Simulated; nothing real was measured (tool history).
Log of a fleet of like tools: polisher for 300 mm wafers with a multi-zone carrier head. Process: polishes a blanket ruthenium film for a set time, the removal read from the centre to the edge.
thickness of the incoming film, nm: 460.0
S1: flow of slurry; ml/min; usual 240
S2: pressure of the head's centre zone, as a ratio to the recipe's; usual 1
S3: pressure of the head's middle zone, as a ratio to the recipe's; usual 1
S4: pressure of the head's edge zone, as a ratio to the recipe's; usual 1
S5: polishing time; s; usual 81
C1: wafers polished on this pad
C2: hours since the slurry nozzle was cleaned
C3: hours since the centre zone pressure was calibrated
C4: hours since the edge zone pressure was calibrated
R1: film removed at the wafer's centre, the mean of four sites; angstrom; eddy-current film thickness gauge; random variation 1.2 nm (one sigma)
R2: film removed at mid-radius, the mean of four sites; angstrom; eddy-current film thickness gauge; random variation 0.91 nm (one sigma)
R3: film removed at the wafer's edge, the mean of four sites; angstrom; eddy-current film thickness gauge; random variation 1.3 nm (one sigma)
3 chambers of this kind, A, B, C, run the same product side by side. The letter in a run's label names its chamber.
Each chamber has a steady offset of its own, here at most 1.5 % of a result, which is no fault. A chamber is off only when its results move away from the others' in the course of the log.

{"hour": 8.1, "done": "chamber A: edge zone pressure recalibrated"}
{"run": "1B", "hour": 9.5, "S1": 240, "S2": 1, "S3": 1, "S4": 1, "S5": 81, "C1": 704, "C2": 221.7, "C3": 581.2, "C4": 394.7, "R1": 1517.8, "R2": 1505.6, "R3": 1488.6}
{"run": "2C", "hour": 15.7, "S1": 240, "S2": 1, "S3": 1, "S4": 1, "S5": 81, "C1": 420, "C2": 22.1, "C3": 708.5, "C4": 740.8, "R1": 1508.1, "R2": 1521.2, "R3": 1540.2}
{"run": "3A", "hour": 25.0, "S1": 240, "S2": 1, "S3": 1, "S4": 1, "S5": 81, "C1": 717, "C2": 135.3, "C3": 664.3, "C4": 17, "R1": 1487.4, "R2": 1507.4, "R3": 1522}
{"hour": 29.2, "done": "chamber A: worn pad replaced by a new one"}
{"hour": 30.6, "done": "chamber B: worn pad replaced by a new one"}
{"run": "4A", "hour": 38.1, "S1": 240, "S2": 1, "S3": 1, "S4": 1, "S5": 81, "C1": 104, "C2": 148.4, "C3": 677.4, "C4": 30.1, "R1": 1503.2, "R2": 1495.2, "R3": 1497.7}
{"run": "5C", "hour": 45.2, "S1": 240, "S2": 1, "S3": 1, "S4": 1, "S5": 81, "C1": 762, "C2": 51.6, "C3": 738, "C4": 770.3, "R1": 1516.5, "R2": 1522.1, "R3": 1513.1}
{"run": "6B", "hour": 51.2, "S1": 240, "S2": 1, "S3": 1, "S4": 1, "S5": 81, "C1": 239, "C2": 263.4, "C3": 622.9, "C4": 436.4, "R1": 1512.4, "R2": 1505, "R3": 1525.3}
{"run": "7B", "hour": 59.2, "S1": 240, "S2": 1, "S3": 1, "S4": 1, "S5": 81, "C1": 332, "C2": 271.4, "C3": 630.9, "C4": 444.4, "R1": 1533.6, "R2": 1506.4, "R3": 1498}
{"hour": 62.1, "done": "chamber C: worn pad replaced by a new one"}
{"run": "8A", "hour": 65.8, "S1": 240, "S2": 1, "S3": 1, "S4": 1, "S5": 81, "C1": 425, "C2": 176.1, "C3": 705.1, "C4": 57.8, "R1": 1496.3, "R2": 1498.9, "R3": 1499.5}
{"run": "9C", "hour": 74.5, "S1": 240, "S2": 1, "S3": 1, "S4": 1, "S5": 81, "C1": 144, "C2": 80.9, "C3": 767.3, "C4": 799.6, "R1": 1508.3, "R2": 1510.1, "R3": 1528.5}
{"run": "10C", "hour": 84.2, "S1": 240, "S2": 1, "S3": 1, "S4": 1, "S5": 81, "C1": 256, "C2": 90.6, "C3": 777, "C4": 809.3, "R1": 1485.4, "R2": 1506.2, "R3": 1543.5}
{"hour": 90.0, "done": "chamber B: slurry nozzle cleaned"}
{"run": "11B", "hour": 92.4, "S1": 240, "S2": 1, "S3": 1, "S4": 1, "S5": 81, "C1": 717, "C2": 2.5, "C3": 664.1, "C4": 477.6, "R1": 1525.1, "R2": 1480.9, "R3": 1514.2}
{"hour": 95.8, "done": "chamber C: edge zone pressure recalibrated"}
{"hour": 104.3, "done": "chamber A: worn pad replaced by a new one"}
{"hour": 105.5, "done": "chamber B: worn pad replaced by a new one"}
{"run": "12A", "hour": 105.5, "S1": 240, "S2": 1, "S3": 1, "S4": 1, "S5": 81, "C1": 14, "C2": 215.8, "C3": 744.8, "C4": 97.5, "R1": 1494.1, "R2": 1499.8, "R3": 1487.1}
{"hour": 114.0, "done": "chamber C: centre zone pressure recalibrated"}
{"run": "13C", "hour": 115.9, "S1": 240, "S2": 1, "S3": 1, "S4": 1, "S5": 81, "C1": 624, "C2": 122.3, "C3": 2, "C4": 20.2, "R1": 1514.1, "R2": 1504.7, "R3": 1529.4}
{"run": "14A", "hour": 121.9, "S1": 240, "S2": 1.09, "S3": 1, "S4": 1, "S5": 81, "C1": 204, "C2": 232.2, "C3": 761.2, "C4": 113.9, "R1": 1641.1, "R2": 1488.6, "R3": 1507.2}
{"hour": 128.8, "done": "chamber C: worn pad replaced by a new one"}
{"run": "15B", "hour": 134.1, "S1": 240, "S2": 1.09, "S3": 1, "S4": 1, "S5": 81, "C1": 332, "C2": 44.2, "C3": 705.8, "C4": 519.3, "R1": 1645, "R2": 1511.1, "R3": 1483.1}
{"run": "16C", "hour": 142.8, "S1": 240, "S2": 1.09, "S3": 1, "S4": 1, "S5": 81, "C1": 162, "C2": 149.2, "C3": 28.9, "C4": 47.1, "R1": 1650.7, "R2": 1499.5, "R3": 1533}
{"run": "17B", "hour": 155.5, "S1": 240, "S2": 1, "S3": 1, "S4": 1, "S5": 81, "C1": 580, "C2": 65.6, "C3": 727.2, "C4": 540.7, "R1": 1516.4, "R2": 1502.9, "R3": 1513.4}
{"run": "18A", "hour": 162.1, "S1": 240, "S2": 1, "S3": 1, "S4": 1, "S5": 81, "C1": 670, "C2": 272.4, "C3": 801.4, "C4": 154.1, "R1": 1506.5, "R2": 1496.9, "R3": 1513.4}
{"run": "19B", "hour": 173.4, "S1": 295, "S2": 1, "S3": 1, "S4": 1, "S5": 81, "C1": 788, "C2": 83.5, "C3": 745.1, "C4": 558.6, "R1": 1564.8, "R2": 1529, "R3": 1527.5}
{"hour": 181.8, "done": "chamber B: centre zone pressure recalibrated"}
{"hour": 184.1, "done": "chamber A: worn pad replaced by a new one"}
{"run": "20C", "hour": 184.1, "S1": 295, "S2": 1, "S3": 1, "S4": 1, "S5": 81, "C1": 641, "C2": 190.5, "C3": 70.2, "C4": 88.4, "R1": 1529.1, "R2": 1541.6, "R3": 1540.1}
{"run": "21A", "hour": 190.8, "S1": 295, "S2": 1, "S3": 1, "S4": 1, "S5": 81, "C1": 77, "C2": 301.1, "C3": 830.1, "C4": 182.8, "R1": 1531.9, "R2": 1530.7, "R3": 1541.9}
{"hour": 191.2, "done": "chamber B: worn pad replaced by a new one"}
{"run": "22B", "hour": 198.8, "S1": 240, "S2": 1, "S3": 1, "S4": 1, "S5": 81, "C1": 89, "C2": 108.9, "C3": 17, "C4": 584, "R1": 1419.1, "R2": 1502.1, "R3": 1501.6}
{"run": "23A", "hour": 204.9, "S1": 295, "S2": 1, "S3": 1, "S4": 1, "S5": 81, "C1": 241, "C2": 315.2, "C3": 844.2, "C4": 196.9, "R1": 1515.1, "R2": 1534.2, "R3": 1530.1}
{"hour": 215.9, "done": "chamber C: worn pad replaced by a new one"}
{"run": "24C", "hour": 216.0, "S1": 295, "S2": 1, "S3": 1, "S4": 1, "S5": 81, "C1": 2, "C2": 222.4, "C3": 102.1, "C4": 120.3, "R1": 1541.4, "R2": 1552.2, "R3": 1577.9}
{"run": "25C", "hour": 223.0, "S1": 295, "S2": 1, "S3": 1, "S4": 1, "S5": 81, "C1": 83, "C2": 229.4, "C3": 109.1, "C4": 127.3, "R1": 1541.9, "R2": 1547.1, "R3": 1528.1}
{"run": "26B", "hour": 230.2, "S1": 240, "S2": 1, "S3": 1, "S4": 1, "S5": 81, "C1": 453, "C2": 140.3, "C3": 48.4, "C4": 615.4, "R1": 1415.9, "R2": 1503.6, "R3": 1518.3}
{"run": "27A", "hour": 241.8, "S1": 205, "S2": 1, "S3": 1, "S4": 1, "S5": 57, "C1": 669, "C2": 352.1, "C3": 881.1, "C4": 233.8, "R1": 1018.5, "R2": 1032, "R3": 1039.9}
{"run": "28C", "hour": 253.9, "S1": 205, "S2": 1, "S3": 1, "S4": 1, "S5": 57, "C1": 441, "C2": 260.3, "C3": 140, "C4": 158.2, "R1": 1042.7, "R2": 1033.8, "R3": 1054.3}
{"hour": 254.0, "done": "chamber A: centre zone pressure recalibrated"}
{"hour": 258.5, "done": "chamber A: worn pad replaced by a new one"}
{"run": "29A", "hour": 259.7, "S1": 205, "S2": 1, "S3": 1, "S4": 1, "S5": 57, "C1": 14, "C2": 370, "C3": 5.8, "C4": 251.7, "R1": 1022.5, "R2": 1029.7, "R3": 1039.7}
{"hour": 264.3, "done": "chamber B: worn pad replaced by a new one"}
{"run": "30B", "hour": 271.9, "S1": 240, "S2": 1, "S3": 1, "S4": 1, "S5": 81, "C1": 88, "C2": 182, "C3": 90.1, "C4": 657.1, "R1": 1419.2, "R2": 1497.3, "R3": 1495.8}
{"run": "31A", "hour": 282.4, "S1": 240, "S2": 1, "S3": 1, "S4": 1, "S5": 81, "C1": 278, "C2": 392.7, "C3": 28.5, "C4": 274.4, "R1": 1494.7, "R2": 1504.1, "R3": 1516.3}
{"hour": 284.4, "done": "chamber C: worn pad replaced by a new one"}
{"run": "32C", "hour": 289.7, "S1": 240, "S2": 1, "S3": 1, "S4": 1, "S5": 81, "C1": 62, "C2": 296.1, "C3": 175.8, "C4": 194, "R1": 1482.2, "R2": 1494.9, "R3": 1518.4}
{"run": "33B", "hour": 296.6, "S1": 240, "S2": 1, "S3": 1, "S4": 1, "S5": 81, "C1": 375, "C2": 206.7, "C3": 114.8, "C4": 681.8, "R1": 1402.4, "R2": 1510.1, "R3": 1503.6}
{"run": "34B", "hour": 302.7, "S1": 240, "S2": 1, "S3": 1, "S4": 1, "S5": 81, "C1": 445, "C2": 212.8, "C3": 120.9, "C4": 687.9, "R1": 1423.2, "R2": 1510.4, "R3": 1507.2}
{"run": "35C", "hour": 314.1, "S1": 240, "S2": 1, "S3": 1, "S4": 1, "S5": 81, "C1": 345, "C2": 320.5, "C3": 200.2, "C4": 218.4, "R1": 1493.6, "R2": 1507.5, "R3": 1514.7}
{"run": "36A", "hour": 323.4, "S1": 240, "S2": 1, "S3": 1, "S4": 1, "S5": 81, "C1": 753, "C2": 433.7, "C3": 69.5, "C4": 315.4, "R1": 1481.7, "R2": 1505.9, "R3": 1530.9}
{"hour": 326.7, "done": "chamber A: worn pad replaced by a new one"}
{"run": "37A", "hour": 333.9, "S1": 240, "S2": 1.04, "S3": 1, "S4": 1, "S5": 81, "C1": 84, "C2": 444.2, "C3": 80, "C4": 325.9, "R1": 1583.8, "R2": 1488.1, "R3": 1528.8}
{"hour": 338.0, "done": "chamber B: worn pad replaced by a new one"}
{"run": "38C", "hour": 346.9, "S1": 240, "S2": 1.04, "S3": 1, "S4": 1, "S5": 81, "C1": 725, "C2": 353.3, "C3": 233, "C4": 251.2, "R1": 1581.9, "R2": 1508.1, "R3": 1520.5}
{"run": "39B", "hour": 359.7, "S1": 240, "S2": 1.04, "S3": 1, "S4": 1, "S5": 81, "C1": 251, "C2": 269.8, "C3": 177.9, "C4": 744.9, "R1": 1471.1, "R2": 1488.6, "R3": 1484.8}
{"run": "40B", "hour": 366.1, "S1": 240, "S2": 1, "S3": 1, "S4": 1, "S5": 81, "C1": 326, "C2": 276.2, "C3": 184.3, "C4": 751.3, "R1": 1400.6, "R2": 1505.5, "R3": 1508.3}
{"hour": 371.4, "done": "chamber C: worn pad replaced by a new one"}
{"run": "41C", "hour": 378.5, "S1": 240, "S2": 1, "S3": 1, "S4": 1, "S5": 81, "C1": 82, "C2": 384.9, "C3": 264.6, "C4": 282.8, "R1": 1500.5, "R2": 1508.2, "R3": 1517.8}
{"run": "42A", "hour": 387.8, "S1": 240, "S2": 1, "S3": 1, "S4": 1, "S5": 81, "C1": 709, "C2": 498.1, "C3": 133.9, "C4": 379.8, "R1": 1485.5, "R2": 1483.4, "R3": 1483}

All 3 chambers run these settings next. Forecast each chamber's results:
{"run": "43A", "hour": 397.3, "S1": 240, "S2": 1, "S3": 1, "S4": 1, "S5": 81, "R1": "?", "R2": "?", "R3": "?"}
{"run": "43B", "hour": 397.3, "S1": 240, "S2": 1, "S3": 1, "S4": 1, "S5": 81, "R1": "?", "R2": "?", "R3": "?"}
{"run": "43C", "hour": 397.3, "S1": 240, "S2": 1, "S3": 1, "S4": 1, "S5": 81, "R1": "?", "R2": "?", "R3": "?"}

run=43A R1=1494.9 R2=1498.7 R3=1510.8
run=43B R1=1410.2 R2=1502.8 R3=1486.6
run=43C R1=1510 R2=1500.6 R3=1537.6
